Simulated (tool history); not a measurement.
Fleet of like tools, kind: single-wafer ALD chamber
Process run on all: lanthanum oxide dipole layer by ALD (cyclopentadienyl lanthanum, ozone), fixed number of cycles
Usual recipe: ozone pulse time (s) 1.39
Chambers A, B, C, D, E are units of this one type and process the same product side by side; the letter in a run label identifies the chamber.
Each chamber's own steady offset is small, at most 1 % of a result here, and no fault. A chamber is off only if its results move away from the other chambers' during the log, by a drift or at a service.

run,hour,ozone pulse time (s),"read-back reference wafer on the same gauge, thickness_nm",mean film thickness on the monitor wafer (Å)
1E,11.9,1.39,0.53925,5.3801
2B,18.6,1.39,0.53868,5.4177
3D,31.4,1.39,0.53855,5.4331
4A,38.3,1.39,0.53855,5.4418
5C,49.2,1.39,0.53968,5.4689
6B,56.8,1.39,0.53891,5.4736
7C,66.0,1.39,0.53842,5.4607
8A,73.9,1.39,0.53921,5.4200
9E,83.9,1.39,0.53909,5.3746
10D,92.1,1.39,0.53888,5.3865
11A,106.5,1.39,0.53884,5.3977
12D,118.6,1.39,0.53926,5.4237
13C,132.6,1.78,0.53955,5.6442
14B,145.6,1.78,0.53911,5.6590
15E,152.9,1.78,0.53890,5.5710
16B,167.3,1.78,0.53910,5.6390
17C,179.1,1.78,0.53878,5.6327
18D,189.7,1.39,0.53901,5.3769
19A,198.4,1.39,0.53895,5.4238
20E,207.1,1.39,0.53911,5.3972
21B,221.6,1.14,0.53910,5.1695
22D,227.9,1.14,0.53959,5.0743
23C,239.2,1.14,0.53914,5.1754
24A,252.0,1.14,0.53892,5.1812
25E,259.6,1.14,0.53922,5.1391
26E,269.4,1.39,0.53908,5.3576
# hour 270.1: chamber E: thermocouple changed; heater temperature recalibrated
27C,282.2,1.39,0.53925,5.4598
28A,293.0,1.39,0.53917,5.4192
29B,305.6,1.73,0.53905,5.6479
30D,316.6,1.73,0.53901,5.5608
31E,328.2,1.73,0.53881,5.5553
32B,342.1,1.73,0.53877,5.5885
33A,349.0,1.73,0.53878,5.6137
34D,358.7,1.39,0.53948,5.2791
35C,366.9,1.39,0.53892,5.4179

Is one chamber out of step, is the gauge drifting, or do the chambers differ by no more than their own small offsets? For an off chamber, give its letter and the likeliest cause.

It is chamber D that slowly wanders off from its peers.
What lies behind it: ozone dose below that of a generator just serviced (%) = 13.3.

Which of the 4 candidates below, each the usual settings with something changed and its results left as question marks, puts chamber D back in line with what the other chambers give on the usual settings?
Counts as in line when no further than this from what the other chambers average on the usual settings: mean film thickness on the monitor wafer (Å) 0.0690
36D-1,377.3,1.55,,?
36D-2,377.3,1.42,,?
36D-3,377.3,1.36,,?
36D-4,377.3,1.23,,?

Mean of the other chambers on the usual settings: mean film thickness on the monitor wafer (Å) 5.4141
run,mean film thickness on the monitor wafer (Å)
36D-1,5.3938
36D-2,5.2930
36D-3,5.2381
36D-4,5.0976
36D-1 brings the chamber back in line.
